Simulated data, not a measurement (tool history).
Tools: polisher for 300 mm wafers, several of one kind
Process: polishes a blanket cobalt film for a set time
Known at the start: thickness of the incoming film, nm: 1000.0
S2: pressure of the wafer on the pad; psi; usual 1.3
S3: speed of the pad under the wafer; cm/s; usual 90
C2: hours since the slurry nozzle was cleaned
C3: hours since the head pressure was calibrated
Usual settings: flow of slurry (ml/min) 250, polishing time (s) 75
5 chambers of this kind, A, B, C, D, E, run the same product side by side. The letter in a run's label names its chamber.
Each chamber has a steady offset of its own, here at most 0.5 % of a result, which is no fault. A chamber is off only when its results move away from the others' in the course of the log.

At hour 0.9: chamber B: worn pad replaced by a new one.
Run 1E, hour 12.3: usual settings; wafers polished on this pad 551; C2 395.2; C3 212.8. Result: film removed (angstrom) 2600.6.
At hour 14.1: chamber D: worn pad replaced by a new one.
Run 2B, hour 20.5: usual settings; wafers polished on this pad 203; C2 490.4; C3 608.9. Result: film removed (angstrom) 2597.5.
Run 3A, hour 33.4: usual settings; wafers polished on this pad 786; C2 157.3; C3 449.7. Result: film removed (angstrom) 2702.
At hour 39.9: chamber A: worn pad replaced by a new one.
Run 4C, hour 45: usual settings; wafers polished on this pad 1025; C2 300.6; C3 64.2. Result: film removed (angstrom) 2685.9.
Run 5D, hour 54.8: usual settings; wafers polished on this pad 422; C2 188.8; C3 823.1. Result: film removed (angstrom) 2578.2.
Run 6B, hour 67.9: usual settings; wafers polished on this pad 694; C2 537.8; C3 656.3. Result: film removed (angstrom) 2559.4.
At hour 74.9: chamber B: worn pad replaced by a new one.
Run 7A, hour 75.9: usual settings; wafers polished on this pad 372; C2 199.8; C3 492.2. Result: film removed (angstrom) 2661.9.
At hour 82.6: chamber E: worn pad replaced by a new one.
Run 8E, hour 85.9: usual settings; wafers polished on this pad 34; C2 468.8; C3 286.4. Result: film removed (angstrom) 2681.
At hour 90.9: chamber E: slurry nozzle cleaned.
Run 9C, hour 94.1: usual settings; wafers polished on this pad 1533; C2 349.7; C3 113.3. Result: film removed (angstrom) 2655.
At hour 98.1: chamber E: head pressure recalibrated.
At hour 102.2: chamber C: worn pad replaced by a new one.
Run 10D, hour 106.3: usual settings; wafers polished on this pad 955; C2 240.3; C3 874.6. Result: film removed (angstrom) 2625.3.
At hour 110.8: chamber A: slurry nozzle cleaned.
Run 11C, hour 119.1: usual settings; wafers polished on this pad 175; C2 374.7; C3 138.3. Result: film removed (angstrom) 2658.9.
At hour 122.6: chamber A: worn pad replaced by a new one.
Run 12D, hour 129: usual settings; wafers polished on this pad 1190; C2 263; C3 897.3. Result: film removed (angstrom) 2585.3.
Run 13A, hour 138.2: usual settings; wafers polished on this pad 161; C2 27.4; C3 554.5. Result: film removed (angstrom) 2678.3.
At hour 147.4: chamber D: worn pad replaced by a new one.
Run 14B, hour 147.7: usual settings; wafers polished on this pad 754; C2 617.6; C3 736.1. Result: film removed (angstrom) 2641.8.
At hour 149.6: chamber B: worn pad replaced by a new one.
At hour 150.4: chamber D: head pressure recalibrated.
Run 15E, hour 156.9: usual settings; wafers polished on this pad 769; C2 66; C3 58.9. Result: film removed (angstrom) 2626.1.
Run 16B, hour 167.1: usual settings but flow of slurry (ml/min) 330, polishing time (s) 50; wafers polished on this pad 182; C2 637; C3 755.5. Result: film removed (angstrom) 1817.
At hour 176.9: chamber B: head pressure recalibrated.
Run 17D, hour 180.1: usual settings but flow of slurry (ml/min) 330, polishing time (s) 50; wafers polished on this pad 339; C2 314.1; C3 29.8. Result: film removed (angstrom) 1849.4.
At hour 190.3: chamber A: worn pad replaced by a new one.
Run 18C, hour 193.5: usual settings but flow of slurry (ml/min) 330, polishing time (s) 50; wafers polished on this pad 945; C2 449.1; C3 212.7. Result: film removed (angstrom) 1811.5.
At hour 200.6: chamber E: worn pad replaced by a new one.
Run 19E, hour 201.4: usual settings but flow of slurry (ml/min) 330, polishing time (s) 50; wafers polished on this pad 8; C2 110.5; C3 103.4. Result: film removed (angstrom) 1814.8.
At hour 203.1: chamber C: slurry nozzle cleaned.
Run 20A, hour 211.7: usual settings but flow of slurry (ml/min) 330, polishing time (s) 50; wafers polished on this pad 221; C2 100.9; C3 628. Result: film removed (angstrom) 1855.3.
Run 21D, hour 217.9: usual settings; wafers polished on this pad 731; C2 351.9; C3 67.6. Result: film removed (angstrom) 2696.2.
At hour 218.2: chamber B: worn pad replaced by a new one.
Run 22B, hour 226.9: usual settings; wafers polished on this pad 90; C2 696.8; C3 50. Result: film removed (angstrom) 2651.4.
Run 23C, hour 233.7: usual settings; wafers polished on this pad 1362; C2 30.7; C3 252.9. Result: film removed (angstrom) 2648.4.
Run 24A, hour 243.9: usual settings; wafers polished on this pad 555; C2 133.1; C3 660.2. Result: film removed (angstrom) 2645.9.
Run 25E, hour 255.7: usual settings; wafers polished on this pad 571; C2 164.8; C3 157.7. Result: film removed (angstrom) 2578.6.
At hour 255.8: chamber A: worn pad replaced by a new one.
At hour 257: chamber C: worn pad replaced by a new one.
Run 26A, hour 268.7: usual settings; wafers polished on this pad 133; C2 157.9; C3 685. Result: film removed (angstrom) 2651.2.
At hour 271: chamber D: worn pad replaced by a new one.
Run 27C, hour 276.8: usual settings; wafers polished on this pad 205; C2 73.8; C3 296. Result: film removed (angstrom) 2702.4.
Run 28E, hour 284: usual settings; wafers polished on this pad 864; C2 193.1; C3 186. Result: film removed (angstrom) 2660.3.
At hour 289.3: chamber B: worn pad replaced by a new one.
At hour 293.7: chamber E: worn pad replaced by a new one.
Run 29B, hour 295.2: usual settings; wafers polished on this pad 61; C2 765.1; C3 118.3. Result: film removed (angstrom) 2642.7.
At hour 300: chamber C: head pressure recalibrated.
Run 30D, hour 306.3: usual settings; wafers polished on this pad 365; C2 440.3; C3 156. Result: film removed (angstrom) 2654.1.
Run 31C, hour 315: usual settings; wafers polished on this pad 601; C2 112; C3 15. Result: film removed (angstrom) 2753.5.
Run 32D, hour 322: usual settings; wafers polished on this pad 528; C2 456; C3 171.7. Result: film removed (angstrom) 2677.1.
Run 33E, hour 333.2: usual settings; wafers polished on this pad 409; C2 242.3; C3 235.2. Result: film removed (angstrom) 2601.6.
At hour 334.8: chamber A: worn pad replaced by a new one.
Run 34A, hour 340.1: usual settings; wafers polished on this pad 55; C2 229.3; C3 756.4. Result: film removed (angstrom) 2680.
Run 35B, hour 350.7: usual settings; wafers polished on this pad 636; C2 820.6; C3 173.8. Result: film removed (angstrom) 2637.2.
At hour 352.1: chamber D: slurry nozzle cleaned.
Run 36E, hour 363.8: usual settings; wafers polished on this pad 726; C2 272.9; C3 265.8. Result: film removed (angstrom) 2651.2.
Run 37D, hour 375.3: usual settings; wafers polished on this pad 1080; C2 23.3; C3 225. Result: film removed (angstrom) 2660.7.

What goes on in this fleet: one chamber off, a drifting gauge, or nothing beyond the chambers' own small offsets? Name the chamber and the cause, if any.

No chamber stands off beyond its own small offset, and the gauge holds steady.
